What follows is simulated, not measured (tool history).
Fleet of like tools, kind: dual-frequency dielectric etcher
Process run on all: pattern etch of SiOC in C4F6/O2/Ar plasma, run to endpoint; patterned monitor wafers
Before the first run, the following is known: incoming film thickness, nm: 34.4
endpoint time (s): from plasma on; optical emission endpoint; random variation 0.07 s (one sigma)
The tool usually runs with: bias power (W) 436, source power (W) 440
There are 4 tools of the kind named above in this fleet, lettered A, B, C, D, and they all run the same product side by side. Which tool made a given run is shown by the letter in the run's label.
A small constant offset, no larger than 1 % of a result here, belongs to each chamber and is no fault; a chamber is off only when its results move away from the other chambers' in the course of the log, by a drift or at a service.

run	hour	bias power (W)	source power (W)	hours since the last wet clean	hours since the last bias power generator calibration	hours since the last source power generator calibration	endpoint time (s)
1C	7.7	436	440	84.0	287.9	1071.3	11.791
2B	14.5	436	440	302.5	1729.6	981.4	11.694
3D	23.3	436	440	243.4	678.8	4205.2	11.961
4A	31.6	436	440	171.7	2536.0	2997.2	11.672
5A	38.1	436	440	178.2	2542.5	3003.7	11.639
6B	46.3	436	440	334.3	1761.4	1013.2	11.676
7D	53.1	436	440	273.2	708.6	4235.0	11.925
8C	62.7	436	440	139.0	342.9	1126.3	11.644
9C	71.8	436	440	148.1	352.0	1135.4	11.806
10B	80.9	436	440	368.9	1796.0	1047.8	11.624
11D	86.5	436	440	306.6	742.0	4268.4	11.815
12A	94.7	436	440	234.8	2599.1	3060.3	11.613
13C	101.4	436	440	177.7	381.6	1165.0	11.782
14A	106.9	436	440	247.0	2611.3	3072.5	11.662
15D	114.6	436	440	334.7	770.1	4296.5	11.888
16B	124.8	436	440	412.8	1839.9	1091.7	11.696
17B	130.8	436	440	418.8	1845.9	1097.7	11.801
18C	137.5	436	440	213.8	417.7	1201.1	11.798
19A	144.5	436	440	284.6	2648.9	3110.1	11.726
20D	150.1	436	440	370.2	805.6	4332.0	12.033
21C	156.8	436	440	233.1	437.0	1220.4	11.689
22D	163.9	436	440	384.0	819.4	4345.8	11.966
23B	173.6	436	440	461.6	1888.7	1140.5	11.769
24A	180.8	436	440	320.9	2685.2	3146.4	11.830
25C	190.5	436	440	266.8	470.7	1254.1	11.785
26D	196.5	436	440	416.6	852.0	4378.4	12.028
27A	204.4	436	440	344.5	2708.8	3170.0	11.708
28B	209.4	436	440	497.4	1924.5	1176.3	11.752
29C	214.4	436	440	290.7	494.6	1278.0	11.774
# hour 220.0: chamber B: wet clean of the chamber
30B	223.4	436	390	3.5	1938.5	1190.3	12.286
31A	231.4	436	390	371.5	2735.8	3197.0	12.307
32D	240.9	436	390	461.0	896.4	4422.8	12.650
33C	251.3	436	390	327.6	531.5	1314.9	12.176
34D	259.9	436	440	480.0	915.4	4441.8	12.255
35A	267.4	436	440	407.5	2771.8	3233.0	11.653
36B	277.0	436	440	57.1	1992.1	1243.9	11.831
37C	284.8	436	440	361.1	565.0	1348.4	11.607
38A	290.1	436	440	430.2	2794.5	3255.7	11.790
39B	299.4	436	440	79.5	2014.5	1266.3	11.815
40D	309.0	387	440	529.1	964.5	4490.9	12.931
41D	317.5	387	440	537.6	973.0	4499.4	12.904
# hour 318.9: chamber C: wet clean of the chamber
42A	325.3	387	440	465.4	2829.7	3290.9	12.251
43B	333.4	387	440	113.5	2048.5	1300.3	12.335
44C	343.1	436	440	24.3	623.3	1406.7	11.662

Does one chamber stand apart from the rest, does the shared gauge drift, or is all well apart from small per-chamber offsets? Give the chamber and the most likely cause, where there is one.

One chamber, D, drifts off from the rest bit by bit.
Likeliest cause: etch rate under this chamber's usual, % = 4.16.

Which of the 4 candidates below, each the usual settings with something changed and its results left as question marks, puts chamber D back in line with what the other chambers give on the usual settings?
In line here means within this much of the mean the other chambers give on the usual settings: endpoint time (s) 0.240
45D-1	350.6	487	490				?
45D-2	350.6	494	440				?
45D-3	350.6	378	440				?
45D-4	350.6	346	440				?

On the usual settings, the other chambers give on average: endpoint time (s) 11.742
run	endpoint time (s)
45D-1	11.383
45D-2	11.780
45D-3	13.004
45D-4	13.425
The answer is 45D-2, which returns the chamber to within the allowed miss of the others.

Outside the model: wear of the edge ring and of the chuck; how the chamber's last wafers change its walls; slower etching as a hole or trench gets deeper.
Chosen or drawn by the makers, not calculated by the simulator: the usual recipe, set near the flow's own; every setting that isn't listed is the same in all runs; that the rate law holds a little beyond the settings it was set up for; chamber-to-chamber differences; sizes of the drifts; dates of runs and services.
